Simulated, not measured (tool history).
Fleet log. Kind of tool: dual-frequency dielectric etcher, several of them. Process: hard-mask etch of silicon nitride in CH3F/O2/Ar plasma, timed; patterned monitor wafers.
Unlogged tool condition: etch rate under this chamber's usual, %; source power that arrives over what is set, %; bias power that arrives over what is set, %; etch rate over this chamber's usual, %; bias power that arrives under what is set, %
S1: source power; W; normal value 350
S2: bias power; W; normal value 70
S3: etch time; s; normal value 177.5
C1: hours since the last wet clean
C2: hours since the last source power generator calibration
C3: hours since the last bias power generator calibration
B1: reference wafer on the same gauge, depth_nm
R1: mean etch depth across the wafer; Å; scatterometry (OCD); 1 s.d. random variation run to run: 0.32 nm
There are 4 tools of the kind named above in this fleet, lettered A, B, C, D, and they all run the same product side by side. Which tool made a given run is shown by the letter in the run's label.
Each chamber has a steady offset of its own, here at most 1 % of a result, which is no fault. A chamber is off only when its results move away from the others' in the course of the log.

run   hour   S1  S2     S3     C1      C2      C3      B1      R1
 1B    5.1  350  70  177.5  311.9  3772.1    3092  131.06  1175.4
 2A    9.6  350  70  177.5  213.8   876.4   187.5  131.07  1178.5
 3D   15.5  350  70  177.5  233.3  1240.8  1749.9  131.05  1171.1
 4C   20.6  350  70  177.5  322.2  2100.4   622.7   130.9  1153.4
 5A     26  350  70  177.5  230.2   892.8   203.9  131.04  1173.8
 6D   31.7  380  70  152.5  249.5    1257  1766.1  131.06  1044.7
 7C   37.2  380  70  152.5  338.8    2117   639.3     131  1023.8
 8B   43.4  380  70  152.5  350.2  3810.4  3130.3  130.92  1044.2
 9C   46.9  380  70  152.5  348.5  2126.7     649  131.06  1027.8
10A   51.5  350  70  177.5  255.7   918.3   229.4  131.04  1180.2
11B   54.5  350  70  177.5  361.3  3821.5  3141.4  130.95  1179.1
12D   57.9  350  61  177.5  275.7  1283.2  1792.3  131.06  1121.8
13B     61  350  61  177.5  367.8    3828  3147.9     131  1119.9
14C   66.5  350  61  177.5  368.1  2146.3   668.6  131.01  1102.3
15A     73  350  61  177.5  277.2   939.8   250.9  131.07  1126.7
16D   76.7  350  70  177.5  294.5    1302  1811.1  130.91  1174.7
17B   82.2  350  70  177.5    389  3849.2  3169.1  131.02  1171.8
18D   85.2  350  70  177.5    303  1310.5  1819.6  131.11  1178.1
19C   88.2  350  70  177.5  389.8    2168   690.3  130.96  1156.5
20A   92.4  350  70  177.5  296.6   959.2   270.3  130.98  1177.6
21C   96.6  350  70  177.5  398.2  2176.4   698.7  131.04  1158.2
22B   99.6  350  70  177.5  406.4  3866.6  3186.5  131.04  1177.7
23A  103.5  350  70  177.5  307.7   970.3   281.4  130.96  1175.6
24D  109.7  320  70  177.5  327.5    1335  1844.1  130.96  1134.9
25C  115.3  320  70  177.5  416.9  2195.1   717.4  130.93  1119.9
26B  119.5  320  70  177.5  426.3  3886.5  3206.4  130.99  1135.9
27A  125.6  320  70  177.5  329.8   992.4   303.5  130.99  1138.2
28D  130.7  350  70  177.5  348.5    1356  1865.1  131.04    1173

Next, every chamber runs the same settings. What will each give?
29A  135.5  390  70  177.5                   ?
29B  135.5  390  70  177.5                   ?
29C  135.5  390  70  177.5                   ?
29D  135.5  390  70  177.5                   ?

run      R1
29A  1229.6
29B  1229.9
29C  1209.1
29D  1220.7

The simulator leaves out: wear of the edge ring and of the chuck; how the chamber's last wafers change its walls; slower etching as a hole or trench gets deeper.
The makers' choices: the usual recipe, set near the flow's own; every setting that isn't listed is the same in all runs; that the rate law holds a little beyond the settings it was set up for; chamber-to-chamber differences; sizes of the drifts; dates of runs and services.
